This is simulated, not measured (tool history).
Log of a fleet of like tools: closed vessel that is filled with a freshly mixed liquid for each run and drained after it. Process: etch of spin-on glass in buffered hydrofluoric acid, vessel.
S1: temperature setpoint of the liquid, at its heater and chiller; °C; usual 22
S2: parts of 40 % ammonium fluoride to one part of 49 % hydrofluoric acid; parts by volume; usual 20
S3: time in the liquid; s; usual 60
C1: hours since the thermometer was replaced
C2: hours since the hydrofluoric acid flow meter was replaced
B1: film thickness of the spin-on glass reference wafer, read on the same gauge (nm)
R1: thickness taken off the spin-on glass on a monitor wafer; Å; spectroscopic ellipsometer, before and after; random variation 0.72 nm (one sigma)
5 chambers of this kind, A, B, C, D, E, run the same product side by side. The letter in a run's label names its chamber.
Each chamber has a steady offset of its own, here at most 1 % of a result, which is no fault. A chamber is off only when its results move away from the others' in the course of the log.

run 1D hour=5.9 | S1=22 S2=20 S3=60 | C1=1507.8 C2=735.2 | B1=120.01 | R1=807.91
run 2C hour=18.8 | S1=22 S2=20 S3=60 | C1=508.1 C2=1031.6 | B1=119.97 | R1=794.33
run 3B hour=31 | S1=22 S2=20 S3=60 | C1=752.5 C2=432.6 | B1=119.98 | R1=788.75
run 4E hour=43.7 | S1=22 S2=20 S3=60 | C1=1479.2 C2=1031.9 | B1=120.04 | R1=789.77
run 5A hour=49.6 | S1=22 S2=20 S3=60 | C1=1093.6 C2=799.6 | B1=120.01 | R1=808.96
run 6A hour=56.5 | S1=22 S2=20 S3=60 | C1=1100.5 C2=806.5 | B1=120.01 | R1=792.77
run 7D hour=67.8 | S1=17 S2=20 S3=60 | C1=1569.7 C2=797.1 | B1=119.98 | R1=600.73
run 8E hour=79.5 | S1=17 S2=20 S3=60 | C1=1515 C2=1067.7 | B1=119.99 | R1=595.95
run 9B hour=89.8 | S1=17 S2=20 S3=60 | C1=811.3 C2=491.4 | B1=120.06 | R1=596.24
run 10C hour=98 | S1=17 S2=20 S3=60 | C1=587.3 C2=1110.8 | B1=119.97 | R1=597.49
run 11B hour=105.6 | S1=17 S2=20 S3=60 | C1=827.1 C2=507.2 | B1=120.02 | R1=594.25
run 12E hour=118.3 | S1=22 S2=20 S3=60 | C1=1553.8 C2=1106.5 | B1=120.01 | R1=788.71
run 13D hour=128 | S1=22 S2=20 S3=60 | C1=1629.9 C2=857.3 | B1=120.02 | R1=796.48
run 14C hour=140.2 | S1=22 S2=20 S3=60 | C1=629.5 C2=1153 | B1=120 | R1=792.43
run 15A hour=150.4 | S1=22 S2=20 S3=60 | C1=1194.4 C2=900.4 | B1=119.98 | R1=788.95
run 16B hour=158.5 | S1=22 S2=20 S3=60 | C1=880 C2=560.1 | B1=120.01 | R1=794.38
run 17D hour=165.5 | S1=22 S2=20 S3=60 | C1=1667.4 C2=894.8 | B1=119.99 | R1=799.69
run 18E hour=177 | S1=22 S2=20 S3=60 | C1=1612.5 C2=1165.2 | B1=119.96 | R1=800.4
run 19C hour=187.4 | S1=22 S2=20 S3=60 | C1=676.7 C2=1200.2 | B1=120 | R1=776.52
run 20A hour=200.1 | S1=22 S2=20 S3=60 | C1=1244.1 C2=950.1 | B1=120.01 | R1=803.93
run 21C hour=210.2 | S1=22 S2=20 S3=60 | C1=699.5 C2=1223 | B1=120.03 | R1=787.57
run 22E hour=220.9 | S1=22 S2=20 S3=60 | C1=1656.4 C2=1209.1 | B1=120 | R1=789.33
-- hour=221.8 chamber A: thermometer replaced
run 23A hour=230.7 | S1=22 S2=25.5 S3=75 | C1=8.9 C2=980.7 | B1=120 | R1=833.83
run 24B hour=237.9 | S1=22 S2=25.5 S3=75 | C1=959.4 C2=639.5 | B1=120.01 | R1=832.12
run 25D hour=249.7 | S1=22 S2=25.5 S3=75 | C1=1751.6 C2=979 | B1=119.97 | R1=844.38
run 26A hour=261.8 | S1=22 S2=25.5 S3=75 | C1=40 C2=1011.8 | B1=120.02 | R1=839.86
run 27C hour=268.8 | S1=22 S2=25.5 S3=75 | C1=758.1 C2=1281.6 | B1=120.02 | R1=828.32
run 28B hour=278.5 | S1=22 S2=20 S3=60 | C1=1000 C2=680.1 | B1=120.04 | R1=788.43
run 29D hour=291 | S1=22 S2=20 S3=60 | C1=1792.9 C2=1020.3 | B1=120 | R1=794.67
run 30E hour=299.8 | S1=26 S2=20 S3=60 | C1=1735.3 C2=1288 | B1=120.01 | R1=990.36
run 31D hour=312.6 | S1=26 S2=20 S3=60 | C1=1814.5 C2=1041.9 | B1=119.97 | R1=986.57
run 32C hour=322 | S1=26 S2=20 S3=60 | C1=811.3 C2=1334.8 | B1=120 | R1=956.86
-- hour=328.6 chamber E: thermometer replaced
run 33B hour=329 | S1=26 S2=20 S3=60 | C1=1050.5 C2=730.6 | B1=120.02 | R1=988.53
run 34A hour=341.6 | S1=26 S2=20 S3=60 | C1=119.8 C2=1091.6 | B1=119.97 | R1=987.06
run 35E hour=348.8 | S1=22 S2=20 S3=60 | C1=20.2 C2=1337 | B1=119.98 | R1=782.52
run 36C hour=358 | S1=22 S2=25.5 S3=60 | C1=847.3 C2=1370.8 | B1=119.99 | R1=670.3
run 37A hour=367.9 | S1=22 S2=25.5 S3=60 | C1=146.1 C2=1117.9 | B1=120 | R1=663.58
run 38D hour=376.2 | S1=22 S2=25.5 S3=60 | C1=1878.1 C2=1105.5 | B1=120.04 | R1=666.59
run 39B hour=386.3 | S1=22 S2=25.5 S3=60 | C1=1107.8 C2=787.9 | B1=119.97 | R1=669.83
run 40E hour=395.8 | S1=22 S2=25.5 S3=60 | C1=67.2 C2=1384 | B1=120.02 | R1=668.91
-- hour=400.7 chamber B: hydrofluoric acid flow meter replaced
run 41B hour=403.5 | S1=18 S2=23 S3=60 | C1=1125 C2=2.9 | B1=120.01 | R1=561.79
run 42E hour=415.5 | S1=18 S2=23 S3=60 | C1=86.9 C2=1403.7 | B1=120.03 | R1=574.75
run 43C hour=422.6 | S1=18 S2=23 S3=60 | C1=911.9 C2=1435.4 | B1=119.97 | R1=567.74
run 44A hour=428.4 | S1=18 S2=23 S3=60 | C1=206.6 C2=1178.4 | B1=119.97 | R1=575.76

What goes on in this fleet: one chamber off, a drifting gauge, or nothing beyond the chambers' own small offsets? Name the chamber and the cause, if any.

No chamber stands off beyond its own small offset, and the gauge holds steady.
